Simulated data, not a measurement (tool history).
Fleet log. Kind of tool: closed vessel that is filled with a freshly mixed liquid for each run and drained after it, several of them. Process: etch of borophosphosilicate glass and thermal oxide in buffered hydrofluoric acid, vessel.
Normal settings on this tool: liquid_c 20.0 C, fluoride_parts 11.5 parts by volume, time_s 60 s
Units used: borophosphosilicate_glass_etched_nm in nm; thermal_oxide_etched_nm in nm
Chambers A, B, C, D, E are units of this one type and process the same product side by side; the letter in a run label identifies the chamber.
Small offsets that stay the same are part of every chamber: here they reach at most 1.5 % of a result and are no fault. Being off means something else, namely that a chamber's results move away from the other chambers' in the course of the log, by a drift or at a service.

run   hour  liquid_c  fluoride_parts  time_s  read-back film thickness of the borophosphosilicate glass reference wafer, read on the same gauge (nm)  read-back film thickness of the thermal oxide reference wafer, read on the same gauge (nm)  borophosphosilicate_glass_etched_nm  thermal_oxide_etched_nm
 1C    7.6      20.0            11.5      60                                                                                                  139.97                                                                                      120.01                              121.140                   48.774
 2E   13.8      20.0            11.5      60                                                                                                  140.04                                                                                      119.96                              122.050                   49.164
 3B   21.6      20.0            11.5      60                                                                                                  139.97                                                                                      119.98                              120.650                   49.234
 4A   33.4      20.0            11.5      60                                                                                                  140.01                                                                                      120.03                              122.120                   48.539
 5D   40.1      18.5            13.5      60                                                                                                  139.97                                                                                      120.01                               95.833                   38.106
 6C   51.6      18.5            13.5      60                                                                                                  140.01                                                                                      120.02                               96.015                   38.391
 7A   57.7      18.5            13.5      60                                                                                                  140.06                                                                                      120.05                               95.952                   38.297
 8E   68.1      18.5            13.5      60                                                                                                  140.02                                                                                      120.00                               95.647                   38.418
 9D   76.7      18.5            13.5      60                                                                                                  139.97                                                                                      120.02                               96.237                   37.675
10B   83.1      20.0            11.5      60                                                                                                  140.04                                                                                      120.02                              120.610                   49.082
11E   95.8      20.0            11.5      60                                                                                                  139.97                                                                                      119.99                              121.820                   49.330
12A  103.6      20.0            11.5      30                                                                                                  140.04                                                                                      120.01                               61.448                   24.308
13D  114.2      20.0            11.5      30                                                                                                  140.06                                                                                      120.02                               60.769                   24.249
     117.0  -- chamber A: hydrofluoric acid flow meter replaced
14C  121.3      20.0            11.5      30                                                                                                  140.00                                                                                      119.98                               60.350                   24.451
15B  133.3      20.0            11.5      30                                                                                                  139.99                                                                                      119.98                               60.186                   24.490
16B  141.8      20.0            11.5      30                                                                                                  139.98                                                                                      120.02                               59.882                   24.415
17C  149.1      20.0            11.5      60                                                                                                  140.01                                                                                      120.03                              121.540                   48.848
18D  155.1      20.0            11.5      60                                                                                                  140.03                                                                                      119.99                              121.180                   48.118
19A  160.8      20.0            11.5      60                                                                                                  140.01                                                                                      119.97                              122.320                   48.305
20E  172.4      20.0            11.5      60                                                                                                  140.05                                                                                      120.01                              122.600                   49.129
21A  183.1      20.0            11.5      60                                                                                                  140.05                                                                                      120.03                              122.770                   48.402
22C  189.6      20.0            13.5      75                                                                                                  139.99                                                                                      119.98                              129.650                   52.066
23B  201.9      20.0            13.5      75                                                                                                  139.99                                                                                      119.98                              128.330                   52.211
24E  207.4      20.0            13.5      75                                                                                                  140.03                                                                                      119.97                              129.970                   51.823
     210.4  -- chamber E: hydrofluoric acid flow meter replaced
25D  214.2      20.0            13.5      75                                                                                                  139.99                                                                                      120.00                              129.730                   51.736
26E  222.7      20.0            13.5      75                                                                                                  139.98                                                                                      119.98                              129.620                   51.541
27B  228.2      20.0            11.5      60                                                                                                  140.03                                                                                      119.96                              120.630                   48.877
28A  236.8      20.0            11.5      60                                                                                                  139.97                                                                                      119.99                              122.250                   48.174
29C  243.6      20.0            11.5      60                                                                                                  139.99                                                                                      120.02                              121.460                   48.992
30D  253.7      20.0            11.5      60                                                                                                  139.94                                                                                      119.98                              121.560                   48.208
31A  263.1      20.0            11.5      60                                                                                                  139.96                                                                                      119.98                              122.940                   48.595
32E  270.9      20.0            10.0      60                                                                                                  139.94                                                                                      120.05                              141.370                   56.314
33C  277.7      20.0            10.0      60                                                                                                  140.03                                                                                      120.00                              139.220                   56.307
34D  286.3      20.0            10.0      60                                                                                                  140.00                                                                                      119.99                              139.350                   55.184
35B  294.5      20.0            10.0      60                                                                                                  139.99                                                                                      120.07                              138.150                   56.606
36B  302.7      20.0            10.0      60                                                                                                  140.05                                                                                      119.95                              137.740                   56.547
37D  313.1      17.0            11.5      60                                                                                                  139.97                                                                                      120.01                              102.970                   41.181

Is one chamber off against the others, does the gauge drift, or is nothing wrong? If a chamber is off, say which, and what the likeliest cause is.

No chamber stands off beyond its own small offset, and the gauge holds steady.

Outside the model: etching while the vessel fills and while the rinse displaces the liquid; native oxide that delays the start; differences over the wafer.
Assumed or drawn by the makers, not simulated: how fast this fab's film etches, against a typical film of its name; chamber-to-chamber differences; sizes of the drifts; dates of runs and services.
